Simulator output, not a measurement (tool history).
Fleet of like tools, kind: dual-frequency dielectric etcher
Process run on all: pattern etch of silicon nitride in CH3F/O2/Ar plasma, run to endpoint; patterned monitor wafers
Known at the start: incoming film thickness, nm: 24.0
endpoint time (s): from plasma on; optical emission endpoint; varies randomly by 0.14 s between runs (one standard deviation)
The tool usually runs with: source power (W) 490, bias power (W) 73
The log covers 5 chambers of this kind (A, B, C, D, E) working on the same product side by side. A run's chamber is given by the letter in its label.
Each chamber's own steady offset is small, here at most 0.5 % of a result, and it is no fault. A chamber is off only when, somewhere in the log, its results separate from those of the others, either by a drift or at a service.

run,hour,source power (W),bias power (W),endpoint time (s)
1D,2.4,490,73,32.214
2A,6.1,490,73,31.992
3E,9.6,490,73,31.801
4B,12.6,490,73,32.108
5C,17,490,73,31.879
6A,20.5,530,90,28.926
7B,24.5,530,90,29.072
8C,27.7,530,90,28.652
9D,31.9,530,90,28.822
# hour 32.4: chamber C: bias power generator calibrated
10E,36,530,90,28.827
11C,39.1,490,73,31.91
12A,42.4,490,73,31.931
13D,46,490,86,30.347
14B,50.3,490,86,30.171
15E,52.6,490,86,29.968
16E,56.2,490,86,29.797
17A,58.9,490,86,30.189
18C,62.6,490,73,31.749
19B,66,490,73,32.18
20D,70,490,73,32.126
21A,72.8,490,73,31.869
22D,76.4,490,73,32.055
23C,79.5,490,73,31.995
24E,82.4,400,73,33.824
25B,86.3,400,73,34.671
26D,88.4,400,73,34.655
27B,91.2,400,73,34.87
28E,93.5,400,73,33.402
29A,96.4,490,73,32.044
30C,98.9,490,73,31.641
31B,101.9,570,61,32.3
32A,106,570,61,32

Does one chamber stand apart from the rest, does the shared gauge drift, or is all well apart from small per-chamber offsets? Give the chamber and the most likely cause, where there is one.

It is chamber E that slowly wanders off from its peers.
Most likely cause: etch rate over this chamber's usual, % = 2.99.

Below are 4 candidate recipes for chamber E's next run, each the usual settings with a change, their results shown as question marks. Which of them brings E's results back in line with what the other chambers give on the usual settings?
In line means no further than this from the other chambers' mean on the usual settings: endpoint time (s) 0.48
33E-1,109.1,530,78,?
33E-2,109.1,510,76,?
33E-3,109.1,420,73,?
33E-4,109.1,450,73,?

On the usual settings, the other chambers give on average: endpoint time (s) 31.975
run,endpoint time (s)
33E-1,29.509
33E-2,30.203
33E-3,32.927
33E-4,32.089
33E-4 is the one that brings the chamber's results back in line with the other chambers.

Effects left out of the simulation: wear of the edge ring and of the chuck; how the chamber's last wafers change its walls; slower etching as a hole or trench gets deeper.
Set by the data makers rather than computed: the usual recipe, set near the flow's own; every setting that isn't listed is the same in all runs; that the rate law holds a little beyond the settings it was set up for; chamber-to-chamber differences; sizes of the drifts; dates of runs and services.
